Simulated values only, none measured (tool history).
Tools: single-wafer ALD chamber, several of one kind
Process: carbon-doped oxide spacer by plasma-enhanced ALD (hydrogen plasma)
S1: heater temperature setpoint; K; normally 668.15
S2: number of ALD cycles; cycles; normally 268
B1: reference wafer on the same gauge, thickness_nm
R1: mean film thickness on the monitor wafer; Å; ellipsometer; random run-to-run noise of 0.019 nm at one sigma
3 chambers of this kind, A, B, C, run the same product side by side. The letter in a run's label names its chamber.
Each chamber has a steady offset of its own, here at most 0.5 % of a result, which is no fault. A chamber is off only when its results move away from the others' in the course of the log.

{"run": "1C", "hour": 11.8, "S1": 668.15, "S2": 268, "B1": 14.699, "R1": 133.51}
{"run": "2A", "hour": 25.7, "S1": 668.15, "S2": 268, "B1": 14.71, "R1": 134.17}
{"hour": 34.9, "done": "chamber A: thermocouple changed; heater temperature recalibrated"}
{"run": "3B", "hour": 40.7, "S1": 668.15, "S2": 268, "B1": 14.71, "R1": 134.31}
{"run": "4C", "hour": 54.0, "S1": 668.15, "S2": 268, "B1": 14.724, "R1": 133.96}
{"run": "5B", "hour": 62.8, "S1": 668.15, "S2": 268, "B1": 14.72, "R1": 134.76}
{"run": "6A", "hour": 73.6, "S1": 668.15, "S2": 268, "B1": 14.726, "R1": 134.46}
{"run": "7B", "hour": 85.1, "S1": 668.15, "S2": 268, "B1": 14.73, "R1": 134.95}
{"run": "8A", "hour": 99.8, "S1": 668.15, "S2": 268, "B1": 14.738, "R1": 134.84}
{"run": "9C", "hour": 108.3, "S1": 668.15, "S2": 268, "B1": 14.741, "R1": 133.53}
{"run": "10A", "hour": 119.0, "S1": 675.15, "S2": 268, "B1": 14.737, "R1": 133.63}
{"run": "11B", "hour": 126.1, "S1": 675.15, "S2": 268, "B1": 14.747, "R1": 133.79}
{"run": "12C", "hour": 139.3, "S1": 675.15, "S2": 268, "B1": 14.752, "R1": 133.11}
{"run": "13C", "hour": 149.8, "S1": 668.15, "S2": 268, "B1": 14.75, "R1": 133.67}
{"hour": 156.6, "done": "chamber B: thermocouple changed; heater temperature recalibrated"}
{"run": "14B", "hour": 158.0, "S1": 668.15, "S2": 268, "B1": 14.756, "R1": 135.21}
{"run": "15A", "hour": 172.2, "S1": 668.15, "S2": 268, "B1": 14.763, "R1": 134.97}
{"run": "16B", "hour": 181.4, "S1": 668.15, "S2": 268, "B1": 14.768, "R1": 135.15}
{"run": "17C", "hour": 196.7, "S1": 668.15, "S2": 268, "B1": 14.777, "R1": 134.36}
{"run": "18A", "hour": 210.1, "S1": 668.15, "S2": 268, "B1": 14.776, "R1": 134.8}
{"run": "19C", "hour": 218.8, "S1": 668.15, "S2": 268, "B1": 14.778, "R1": 134.45}
{"run": "20A", "hour": 228.6, "S1": 668.15, "S2": 268, "B1": 14.787, "R1": 135.17}

Has any chamber moved away from the others, gradually or after a service, or does the common gauge drift, or do the chambers differ only by their own small steady offsets? State the chamber and the most likely cause if one applies.

It is the gauge, not a chamber: its drift shows up in every chamber's results at once, and no chamber is off.
Most likely cause: gauge reads high (%) = 0.605.

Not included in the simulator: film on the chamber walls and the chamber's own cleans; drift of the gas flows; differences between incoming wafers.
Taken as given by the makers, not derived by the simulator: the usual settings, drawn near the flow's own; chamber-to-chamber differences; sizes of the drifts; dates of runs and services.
